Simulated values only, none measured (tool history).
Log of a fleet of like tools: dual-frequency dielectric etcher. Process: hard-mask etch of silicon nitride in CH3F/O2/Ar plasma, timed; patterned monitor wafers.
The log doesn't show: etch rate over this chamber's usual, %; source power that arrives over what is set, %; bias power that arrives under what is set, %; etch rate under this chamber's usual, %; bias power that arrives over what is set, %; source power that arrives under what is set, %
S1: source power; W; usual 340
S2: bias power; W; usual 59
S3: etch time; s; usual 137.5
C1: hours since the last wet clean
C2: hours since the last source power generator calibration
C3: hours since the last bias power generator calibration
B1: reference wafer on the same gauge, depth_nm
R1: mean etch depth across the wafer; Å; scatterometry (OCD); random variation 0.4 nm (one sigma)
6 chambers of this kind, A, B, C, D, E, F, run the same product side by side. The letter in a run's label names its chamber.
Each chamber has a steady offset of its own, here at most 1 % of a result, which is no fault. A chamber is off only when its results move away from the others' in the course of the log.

{"run": "1C", "hour": 12.6, "S1": 340, "S2": 59, "S3": 137.5, "C1": 508.5, "C2": 13.8, "C3": 168.3, "B1": 101.23, "R1": 846.63}
{"hour": 13.9, "done": "chamber F: wet clean of the chamber"}
{"run": "2F", "hour": 22.8, "S1": 340, "S2": 59, "S3": 137.5, "C1": 9.0, "C2": 1181.5, "C3": 970.8, "B1": 101.22, "R1": 853.27}
{"run": "3E", "hour": 31.7, "S1": 340, "S2": 59, "S3": 137.5, "C1": 64.6, "C2": 3096.2, "C3": 2427.9, "B1": 101.29, "R1": 850.99}
{"hour": 38.9, "done": "chamber B: wet clean of the chamber"}
{"run": "4D", "hour": 44.4, "S1": 340, "S2": 59, "S3": 137.5, "C1": 72.2, "C2": 278.2, "C3": 2424.6, "B1": 101.35, "R1": 843.53}
{"hour": 46.0, "done": "chamber A: wet clean of the chamber"}
{"run": "5A", "hour": 54.5, "S1": 340, "S2": 59, "S3": 137.5, "C1": 8.6, "C2": 1472.9, "C3": 706.0, "B1": 101.26, "R1": 848.79}
{"hour": 54.7, "done": "chamber E: source power generator calibrated"}
{"run": "6B", "hour": 61.8, "S1": 340, "S2": 59, "S3": 137.5, "C1": 22.9, "C2": 3280.2, "C3": 2169.4, "B1": 101.15, "R1": 847.58}
{"run": "7F", "hour": 71.1, "S1": 340, "S2": 59, "S3": 137.5, "C1": 57.3, "C2": 1229.8, "C3": 1019.1, "B1": 101.24, "R1": 854.84}
{"hour": 77.1, "done": "chamber C: wet clean of the chamber"}
{"run": "8E", "hour": 85.3, "S1": 340, "S2": 59, "S3": 137.5, "C1": 118.2, "C2": 30.6, "C3": 2481.5, "B1": 101.32, "R1": 848.08}
{"run": "9B", "hour": 99.7, "S1": 270, "S2": 47, "S3": 137.5, "C1": 60.8, "C2": 3318.1, "C3": 2207.3, "B1": 101.13, "R1": 722.58}
{"run": "10C", "hour": 111.0, "S1": 270, "S2": 47, "S3": 137.5, "C1": 33.9, "C2": 112.2, "C3": 266.7, "B1": 101.21, "R1": 721.96}
{"run": "11D", "hour": 123.9, "S1": 270, "S2": 47, "S3": 137.5, "C1": 151.7, "C2": 357.7, "C3": 2504.1, "B1": 101.27, "R1": 715.83}
{"run": "12A", "hour": 137.2, "S1": 270, "S2": 47, "S3": 137.5, "C1": 91.3, "C2": 1555.6, "C3": 788.7, "B1": 101.24, "R1": 713.55}
{"run": "13A", "hour": 146.9, "S1": 270, "S2": 47, "S3": 137.5, "C1": 101.0, "C2": 1565.3, "C3": 798.4, "B1": 101.14, "R1": 718.58}
{"run": "14D", "hour": 162.0, "S1": 270, "S2": 47, "S3": 137.5, "C1": 189.8, "C2": 395.8, "C3": 2542.2, "B1": 101.07, "R1": 715.27}
{"run": "15F", "hour": 177.3, "S1": 340, "S2": 59, "S3": 137.5, "C1": 163.5, "C2": 1336.0, "C3": 1125.3, "B1": 101.25, "R1": 850.68}
{"hour": 180.4, "done": "chamber B: source power generator calibrated"}
{"run": "16B", "hour": 186.1, "S1": 340, "S2": 59, "S3": 137.5, "C1": 147.2, "C2": 5.7, "C3": 2293.7, "B1": 101.18, "R1": 843.31}
{"run": "17C", "hour": 197.3, "S1": 290, "S2": 46, "S3": 137.5, "C1": 120.2, "C2": 198.5, "C3": 353.0, "B1": 101.23, "R1": 725.9}
{"run": "18E", "hour": 204.1, "S1": 290, "S2": 46, "S3": 137.5, "C1": 237.0, "C2": 149.4, "C3": 2600.3, "B1": 101.16, "R1": 736.75}
{"run": "19C", "hour": 211.6, "S1": 290, "S2": 46, "S3": 137.5, "C1": 134.5, "C2": 212.8, "C3": 367.3, "B1": 101.13, "R1": 732.57}
{"run": "20E", "hour": 226.7, "S1": 290, "S2": 46, "S3": 137.5, "C1": 259.6, "C2": 172.0, "C3": 2622.9, "B1": 101.12, "R1": 734.77}
{"run": "21A", "hour": 236.2, "S1": 290, "S2": 46, "S3": 137.5, "C1": 190.3, "C2": 1654.6, "C3": 887.7, "B1": 101.26, "R1": 727.44}
{"run": "22B", "hour": 249.1, "S1": 290, "S2": 46, "S3": 137.5, "C1": 210.2, "C2": 68.7, "C3": 2356.7, "B1": 101.08, "R1": 728.62}
{"run": "23F", "hour": 261.2, "S1": 340, "S2": 59, "S3": 137.5, "C1": 247.4, "C2": 1419.9, "C3": 1209.2, "B1": 101.19, "R1": 849.54}
{"run": "24D", "hour": 268.8, "S1": 340, "S2": 59, "S3": 137.5, "C1": 296.6, "C2": 502.6, "C3": 2649.0, "B1": 101.2, "R1": 837.8}
{"run": "25A", "hour": 277.1, "S1": 340, "S2": 59, "S3": 137.5, "C1": 231.2, "C2": 1695.5, "C3": 928.6, "B1": 101.17, "R1": 844.82}
{"run": "26B", "hour": 287.6, "S1": 270, "S2": 59, "S3": 137.5, "C1": 248.7, "C2": 107.2, "C3": 2395.2, "B1": 101.13, "R1": 774.39}
{"run": "27C", "hour": 298.6, "S1": 270, "S2": 59, "S3": 137.5, "C1": 221.5, "C2": 299.8, "C3": 454.3, "B1": 101.24, "R1": 770.11}
{"run": "28D", "hour": 310.9, "S1": 270, "S2": 59, "S3": 137.5, "C1": 338.7, "C2": 544.7, "C3": 2691.1, "B1": 101.17, "R1": 769.88}
{"run": "29E", "hour": 320.7, "S1": 270, "S2": 59, "S3": 137.5, "C1": 353.6, "C2": 266.0, "C3": 2716.9, "B1": 101.21, "R1": 775.95}
{"run": "30F", "hour": 334.2, "S1": 270, "S2": 59, "S3": 137.5, "C1": 320.4, "C2": 1492.9, "C3": 1282.2, "B1": 101.13, "R1": 779.32}
{"run": "31F", "hour": 342.4, "S1": 270, "S2": 59, "S3": 137.5, "C1": 328.6, "C2": 1501.1, "C3": 1290.4, "B1": 101.26, "R1": 777.6}
{"run": "32E", "hour": 355.9, "S1": 380, "S2": 59, "S3": 174.5, "C1": 388.8, "C2": 301.2, "C3": 2752.1, "B1": 101.22, "R1": 1120.2}
{"run": "33D", "hour": 367.1, "S1": 380, "S2": 59, "S3": 174.5, "C1": 394.9, "C2": 600.9, "C3": 2747.3, "B1": 101.28, "R1": 1115.3}
{"run": "34A", "hour": 378.2, "S1": 380, "S2": 59, "S3": 174.5, "C1": 332.3, "C2": 1796.6, "C3": 1029.7, "B1": 101.23, "R1": 1125.3}
{"hour": 380.4, "done": "chamber E: bias power generator calibrated"}
{"hour": 380.9, "done": "chamber D: wet clean of the chamber"}
{"run": "35B", "hour": 389.1, "S1": 380, "S2": 59, "S3": 174.5, "C1": 350.2, "C2": 208.7, "C3": 2496.7, "B1": 101.15, "R1": 1121.0}
{"hour": 393.5, "done": "chamber F: source power generator calibrated"}
{"run": "36C", "hour": 397.6, "S1": 380, "S2": 59, "S3": 174.5, "C1": 320.5, "C2": 398.8, "C3": 553.3, "B1": 101.12, "R1": 1117.3}
{"run": "37A", "hour": 404.8, "S1": 380, "S2": 59, "S3": 174.5, "C1": 358.9, "C2": 1823.2, "C3": 1056.3, "B1": 101.19, "R1": 1116.5}
{"run": "38C", "hour": 416.9, "S1": 340, "S2": 59, "S3": 137.5, "C1": 339.8, "C2": 418.1, "C3": 572.6, "B1": 101.22, "R1": 841.12}
{"run": "39D", "hour": 424.6, "S1": 340, "S2": 59, "S3": 137.5, "C1": 43.7, "C2": 658.4, "C3": 2804.8, "B1": 101.14, "R1": 840.8}
{"run": "40E", "hour": 438.6, "S1": 340, "S2": 70, "S3": 165.0, "C1": 471.5, "C2": 383.9, "C3": 58.2, "B1": 101.14, "R1": 1075.4}
{"run": "41F", "hour": 452.3, "S1": 340, "S2": 70, "S3": 165.0, "C1": 438.5, "C2": 58.9, "C3": 1400.3, "B1": 101.15, "R1": 1084.3}

All 6 chambers run these settings next. Forecast each chamber's results:
{"run": "42A", "hour": 463.4, "S1": 340, "S2": 59, "S3": 119.0, "R1": "?"}
{"run": "42B", "hour": 463.4, "S1": 340, "S2": 59, "S3": 119.0, "R1": "?"}
{"run": "42C", "hour": 463.4, "S1": 340, "S2": 59, "S3": 119.0, "R1": "?"}
{"run": "42D", "hour": 463.4, "S1": 340, "S2": 59, "S3": 119.0, "R1": "?"}
{"run": "42E", "hour": 463.4, "S1": 340, "S2": 59, "S3": 119.0, "R1": "?"}
{"run": "42F", "hour": 463.4, "S1": 340, "S2": 59, "S3": 119.0, "R1": "?"}

run=42A R1=730.20
run=42B R1=727.14
run=42C R1=725.50
run=42D R1=725.92
run=42E R1=733.19
run=42F R1=735.15
